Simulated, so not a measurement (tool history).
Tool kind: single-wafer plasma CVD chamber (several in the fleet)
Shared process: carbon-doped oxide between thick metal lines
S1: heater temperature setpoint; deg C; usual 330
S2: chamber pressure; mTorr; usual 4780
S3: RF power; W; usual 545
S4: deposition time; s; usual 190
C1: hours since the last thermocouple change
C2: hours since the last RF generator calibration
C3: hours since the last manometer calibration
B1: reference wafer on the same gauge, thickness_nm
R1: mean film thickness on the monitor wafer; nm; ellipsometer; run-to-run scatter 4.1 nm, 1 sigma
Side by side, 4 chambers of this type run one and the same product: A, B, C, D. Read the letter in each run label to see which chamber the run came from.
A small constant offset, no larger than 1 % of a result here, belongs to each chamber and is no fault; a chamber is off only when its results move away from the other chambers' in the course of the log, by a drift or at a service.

run   hour   S1    S2   S3   S4      C1      C2      C3      B1       R1
 1A    9.0  330  4780  545  190   724.7   308.4  1441.4  1189.6  1059.10
 2D   15.7  330  4780  545  190  1451.7  1014.6  2242.2  1190.1  1052.80
 3C   24.7  330  4780  545  190   236.7   665.9    76.4  1189.9  1053.10
 4B   30.8  330  4780  545  190   661.9  1509.4   791.7  1189.5  1061.60
 5B   35.2  330  4780  545  190   666.3  1513.8   796.1  1189.8  1069.80
      38.4  -- chamber D: thermocouple changed; heater temperature recalibrated
 6D   43.2  330  4780  545  190     4.8  1042.1  2269.7  1189.4  1049.20
 7A   50.6  330  4780  545  190   766.3   350.0  1483.0  1189.3  1067.60
 8C   55.7  330  4780  545  190   267.7   696.9   107.4  1189.7  1057.60
 9D   63.2  330  4780  545  190    24.8  1062.1  2289.7  1189.3  1052.60
10A   72.0  330  4780  545  190   787.7   371.4  1504.4  1189.9  1058.80
11B   79.5  330  4780  545  190   710.6  1558.1   840.4  1190.2  1070.20
12C   89.1  330  4780  545  190   301.1   730.3   140.8  1190.4  1055.30
13D   97.6  330  4780  545  190    59.2  1096.5  2324.1  1190.5  1050.40
14A  101.9  330  4780  545  190   817.6   401.3  1534.3  1190.6  1061.30
15B  108.8  330  4780  545  190   739.9  1587.4   869.7  1189.2  1064.50
16C  118.3  330  4780  545  190   330.3   759.5   170.0  1189.9  1049.40
17D  126.4  330  4780  545  190    88.0  1125.3  2352.9  1190.1  1052.60
18B  132.0  330  4780  545  190   763.1  1610.6   892.9  1190.6  1065.10
19A  138.7  330  4780  545  190   854.4   438.1  1571.1  1188.9  1061.90
20C  144.6  330  4780  545  190   356.6   785.8   196.3  1189.6  1046.70
21D  149.0  330  4210  545  190   110.6  1147.9  2375.5  1190.6  1029.20
22C  155.3  330  4210  545  190   367.3   796.5   207.0  1189.7  1025.10
23B  164.4  330  4210  545  190   795.5  1643.0   925.3  1188.7  1047.00
24A  170.9  330  4210  545  190   886.6   470.3  1603.3  1191.4  1042.00
25A  178.3  330  4780  545  190   894.0   477.7  1610.7  1189.8  1060.40
26C  185.7  330  4780  600  219   397.7   826.9   237.4  1191.0  1264.80
27B  190.6  330  4780  600  219   821.7  1669.2   951.5  1190.9  1303.90
28D  195.7  330  4780  600  219   157.3  1194.6  2422.2  1189.2  1288.70
29B  205.1  330  4780  600  219   836.2  1683.7   966.0  1190.2  1298.00
     209.4  -- chamber B: RF generator calibrated
30D  211.1  330  5590  445  190   172.7  1210.0  2437.6  1190.0   944.14
31A  219.6  330  5590  445  190   935.3   519.0  1652.0  1189.9   962.02
32C  227.2  330  5590  445  190   439.2   868.4   278.9  1190.7   924.03
33A  232.6  330  5590  445  190   948.3   532.0  1665.0  1191.1   960.64
34D  238.8  330  4780  545  190   200.4  1237.7  2465.3  1189.2  1055.10
35B  245.0  330  4780  545  190   876.1    35.7  1005.9  1189.8  1061.30
36C  250.5  330  4780  545  190   462.5   891.7   302.2  1189.4  1029.60
37C  259.4  330  4780  545  190   471.4   900.6   311.1  1190.2  1029.70
38A  266.6  330  4780  545  190   982.3   566.0  1699.0  1189.7  1071.70
39B  275.2  330  4780  545  190   906.3    65.9  1036.1  1190.1  1061.70
40D  284.4  330  4780  545  190   246.0  1283.3  2510.9  1191.0  1053.50
41A  293.5  330  4780  545  190  1009.2   592.9  1725.9  1190.2  1059.30

Each of the 4 chambers runs these same settings next. Fill in every chamber's results:
42A  300.4  330  4780  545  190                   ?
42B  300.4  330  4780  545  190                   ?
42C  300.4  330  4780  545  190                   ?
42D  300.4  330  4780  545  190                   ?

run       R1
42A  1063.20
42B  1068.10
42C  1026.40
42D  1055.70
